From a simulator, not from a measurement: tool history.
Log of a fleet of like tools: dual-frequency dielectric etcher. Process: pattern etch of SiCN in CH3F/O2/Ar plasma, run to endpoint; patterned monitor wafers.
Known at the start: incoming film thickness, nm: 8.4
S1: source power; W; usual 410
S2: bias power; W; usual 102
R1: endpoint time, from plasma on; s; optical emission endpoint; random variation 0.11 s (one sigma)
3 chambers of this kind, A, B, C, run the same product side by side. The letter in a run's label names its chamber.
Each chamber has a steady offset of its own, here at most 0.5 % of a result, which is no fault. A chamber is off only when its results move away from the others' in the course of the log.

Run 1B, hour 3.9: usual settings. Result: R1 19.403 s.
Run 2C, hour 7.0: usual settings. Result: R1 19.602 s.
Run 3A, hour 10.2: usual settings. Result: R1 19.419 s.
Run 4A, hour 12.7: usual settings. Result: R1 19.254 s.
Run 5C, hour 14.8: usual settings. Result: R1 19.509 s.
Run 6B, hour 17.0: usual settings but S1 370 W. Result: R1 20.519 s.
Run 7B, hour 19.7: usual settings but S1 370 W. Result: R1 20.258 s.
Run 8C, hour 23.2: usual settings but S1 370 W. Result: R1 20.161 s.
Run 9A, hour 27.1: usual settings. Result: R1 19.256 s.
Run 10A, hour 29.9: usual settings. Result: R1 19.372 s.
Run 11C, hour 32.2: usual settings. Result: R1 19.526 s.
Run 12B, hour 34.5: usual settings. Result: R1 19.446 s.
Run 13B, hour 37.8: usual settings but S1 490 W. Result: R1 18.230 s.
Run 14A, hour 41.6: usual settings but S1 490 W. Result: R1 18.105 s.
Run 15C, hour 45.6: usual settings but S1 490 W. Result: R1 18.323 s.
Run 16C, hour 49.6: usual settings. Result: R1 19.462 s.
Run 17A, hour 51.6: usual settings. Result: R1 19.437 s.
Run 18B, hour 55.7: usual settings. Result: R1 19.475 s.
Run 19C, hour 58.1: usual settings. Result: R1 19.608 s.
Run 20A, hour 61.7: usual settings. Result: R1 19.380 s.
Run 21B, hour 65.9: usual settings but S1 500 W, S2 89 W. Result: R1 18.989 s.
Run 22C, hour 68.3: usual settings but S1 500 W, S2 89 W. Result: R1 19.080 s.
Run 23A, hour 70.4: usual settings but S1 500 W, S2 89 W. Result: R1 18.915 s.
Run 24B, hour 72.6: usual settings. Result: R1 19.478 s.
Run 25A, hour 75.4: usual settings. Result: R1 19.390 s.
Run 26C, hour 77.2: usual settings. Result: R1 19.535 s.
Run 27B, hour 79.7: usual settings. Result: R1 19.382 s.
Run 28C, hour 81.6: usual settings but S1 330 W, S2 89 W. Result: R1 22.396 s.
Run 29A, hour 84.8: usual settings but S1 330 W, S2 89 W. Result: R1 22.209 s.
Run 30B, hour 88.1: usual settings but S1 330 W, S2 89 W. Result: R1 22.028 s.
Run 31B, hour 92.3: usual settings. Result: R1 19.472 s.
Run 32C, hour 94.2: usual settings but S1 330 W, S2 92 W. Result: R1 22.233 s.
Run 33A, hour 98.2: usual settings but S1 330 W, S2 92 W. Result: R1 21.863 s.
Run 34B, hour 102.4: usual settings but S1 330 W, S2 92 W. Result: R1 21.853 s.

Is one chamber off against the others, does the gauge drift, or is nothing wrong? If a chamber is off, say which, and what the likeliest cause is.

No chamber stands off beyond its own small offset, and the gauge holds steady.

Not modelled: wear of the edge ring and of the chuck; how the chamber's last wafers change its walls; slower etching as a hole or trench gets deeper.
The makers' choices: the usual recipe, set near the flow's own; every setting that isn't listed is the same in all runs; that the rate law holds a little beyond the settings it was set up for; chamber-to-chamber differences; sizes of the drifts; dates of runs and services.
